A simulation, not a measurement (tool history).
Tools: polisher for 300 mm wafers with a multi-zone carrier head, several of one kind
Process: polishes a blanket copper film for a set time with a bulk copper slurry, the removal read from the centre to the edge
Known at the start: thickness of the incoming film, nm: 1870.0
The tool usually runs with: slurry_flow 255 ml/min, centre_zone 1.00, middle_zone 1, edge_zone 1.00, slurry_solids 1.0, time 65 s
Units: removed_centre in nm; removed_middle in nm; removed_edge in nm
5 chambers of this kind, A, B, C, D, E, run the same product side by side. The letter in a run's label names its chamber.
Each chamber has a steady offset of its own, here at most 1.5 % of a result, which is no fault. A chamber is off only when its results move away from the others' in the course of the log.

run	hour	slurry_flow	centre_zone	middle_zone	edge_zone	slurry_solids	time	wafers polished on this pad	hours since the slurry nozzle was cleaned	hours since the centre zone pressure was calibrated	hours since the edge zone pressure was calibrated	removed_centre	removed_middle	removed_edge
# hour 4.7: chamber C: worn pad replaced by a new one
# hour 11.7: chamber D: worn pad replaced by a new one
1D	12.5	255	1.00	1	1.00	1.0	65	10	54.6	588.0	213.1	559.48	549.15	550.79
2B	22.4	255	1.00	1	1.00	1.0	65	333	412.2	244.4	591.7	557.27	556.11	550.86
3A	32.7	255	1.00	1	1.00	1.0	65	617	169.7	1136.1	755.8	541.79	556.91	557.30
# hour 36.9: chamber A: centre zone pressure recalibrated
4E	38.7	255	1.00	1	1.00	1.0	65	618	104.9	435.8	303.8	546.63	561.32	557.00
5C	45.5	255	1.00	1	1.00	1.0	65	496	652.0	302.9	1344.6	550.69	550.38	536.60
# hour 50.8: chamber E: worn pad replaced by a new one
6A	54.8	255	1.00	1	1.04	0.8	65	885	191.8	18.0	777.9	521.51	526.62	547.21
# hour 60.7: chamber B: slurry nozzle cleaned
# hour 63.7: chamber A: worn pad replaced by a new one
# hour 65.5: chamber E: centre zone pressure recalibrated
7D	66.6	255	1.00	1	1.04	0.8	65	667	108.7	642.1	267.2	532.15	520.16	541.78
8B	74.6	255	1.00	1	1.04	0.8	65	968	13.9	296.6	643.9	524.75	521.04	544.91
# hour 75.4: chamber D: worn pad replaced by a new one
9E	83.5	255	1.00	1	1.04	0.8	65	397	149.7	18.0	348.6	529.45	530.09	535.32
# hour 92.0: chamber B: worn pad replaced by a new one
10C	94.5	255	1.00	1	1.04	0.8	65	1091	701.0	351.9	1393.6	523.53	529.52	534.28
# hour 101.8: chamber C: worn pad replaced by a new one
11A	102.9	255	1.00	1	1.00	1.0	65	477	239.9	66.1	826.0	551.17	551.56	547.66
# hour 111.3: chamber A: edge zone pressure recalibrated
12C	114.2	170	1.00	1	1.00	1.0	65	151	720.7	371.6	1413.3	515.28	526.32	523.77
# hour 120.2: chamber C: edge zone pressure recalibrated
13D	123.4	170	1.00	1	1.00	1.0	65	584	165.5	698.9	324.0	523.44	510.89	526.85
# hour 123.8: chamber E: worn pad replaced by a new one
14B	133.4	170	1.00	1	1.00	1.0	65	503	72.7	355.4	702.7	512.79	518.41	531.82
# hour 136.1: chamber A: worn pad replaced by a new one
# hour 136.6: chamber D: worn pad replaced by a new one
15E	144.1	170	1.00	1	1.00	1.0	65	247	210.3	78.6	409.2	516.46	516.75	524.01
16A	153.7	170	1.00	1	1.00	1.0	65	214	290.7	116.9	42.5	507.61	520.94	519.63
# hour 163.2: chamber D: slurry nozzle cleaned
17D	166.1	255	1.00	1	1.00	1.0	65	358	2.9	741.6	366.7	553.94	550.16	546.94
18E	171.9	255	1.00	1	1.00	1.0	65	585	238.1	106.4	437.0	553.03	555.20	538.03
19C	178.5	255	1.00	1	1.00	1.0	65	932	785.0	435.9	58.3	547.52	553.97	543.15
# hour 181.6: chamber B: worn pad replaced by a new one
20B	186.4	255	1.00	1	1.00	1.0	65	59	125.7	408.4	755.7	550.90	552.63	549.50
# hour 188.5: chamber D: edge zone pressure recalibrated
# hour 189.7: chamber E: worn pad replaced by a new one
21D	194.6	255	1.00	1	1.00	1.0	65	705	31.4	770.1	6.1	555.54	556.96	554.69
# hour 201.1: chamber C: worn pad replaced by a new one
# hour 203.8: chamber C: slurry nozzle cleaned
22C	204.2	255	1.00	1	1.00	1.0	65	38	0.5	461.6	84.0	562.48	556.68	552.44
# hour 208.1: chamber D: worn pad replaced by a new one
# hour 209.0: chamber A: worn pad replaced by a new one
23E	212.6	255	1.00	1	1.00	1.0	65	279	278.8	147.1	477.7	547.67	556.39	543.63
# hour 214.1: chamber D: centre zone pressure recalibrated
# hour 220.9: chamber A: slurry nozzle cleaned
24A	223.8	255	1.00	1	1.06	1.0	82	180	3.0	187.0	112.6	693.06	705.29	706.76
25B	230.0	255	1.00	1	1.06	1.0	82	588	169.3	452.0	799.3	693.94	699.26	712.53
26D	238.5	255	1.00	1	1.06	1.0	82	369	75.3	24.5	50.0	698.58	689.79	714.54
27B	248.2	255	1.00	1	1.06	1.0	82	809	187.5	470.2	817.5	684.00	700.25	701.59
# hour 252.6: chamber E: slurry nozzle cleaned
# hour 256.0: chamber E: worn pad replaced by a new one
28E	260.6	255	1.00	1	1.06	1.0	82	56	8.1	195.1	525.7	689.43	702.54	719.53
29A	268.4	255	1.00	1	1.00	1.0	65	722	47.6	231.6	157.2	543.32	558.18	549.73
# hour 274.1: chamber A: worn pad replaced by a new one
30C	275.3	255	1.00	1	1.00	1.0	65	902	71.6	532.7	155.1	555.05	550.50	542.40
# hour 281.3: chamber B: worn pad replaced by a new one
31A	283.2	255	1.00	1	1.00	1.0	65	111	62.4	246.4	172.0	544.38	547.14	552.65
# hour 286.1: chamber D: worn pad replaced by a new one
32E	294.3	315	1.11	1	1.00	1.0	65	466	41.8	228.8	559.4	630.29	572.52	565.63
33C	303.9	315	1.11	1	1.00	1.0	65	1249	100.2	561.3	183.7	628.60	565.23	553.28
34D	315.9	315	1.11	1	1.00	1.0	65	362	152.7	101.9	127.4	654.54	563.68	564.49
# hour 318.8: chamber E: worn pad replaced by a new one
35B	322.2	315	1.11	1	1.00	1.0	65	497	261.5	544.2	891.5	630.77	566.83	578.36
36E	331.3	315	1.11	1	1.00	1.0	65	152	78.8	265.8	596.4	628.92	566.47	558.98
37B	341.4	255	1.00	1	1.00	1.0	65	731	280.7	563.4	910.7	554.18	541.17	553.08

All 5 chambers run these settings next. Forecast each chamber's results:
38A	350.8	255	1.00	1	1.00	1.0	50					?	?	?
38B	350.8	255	1.00	1	1.00	1.0	50					?	?	?
38C	350.8	255	1.00	1	1.00	1.0	50					?	?	?
38D	350.8	255	1.00	1	1.00	1.0	50					?	?	?
38E	350.8	255	1.00	1	1.00	1.0	50					?	?	?

run	removed_centre	removed_middle	removed_edge
38A	418.20	427.40	418.14
38B	425.12	425.10	418.61
38C	429.00	424.93	428.44
38D	424.34	424.50	436.28
38E	425.34	431.37	425.03

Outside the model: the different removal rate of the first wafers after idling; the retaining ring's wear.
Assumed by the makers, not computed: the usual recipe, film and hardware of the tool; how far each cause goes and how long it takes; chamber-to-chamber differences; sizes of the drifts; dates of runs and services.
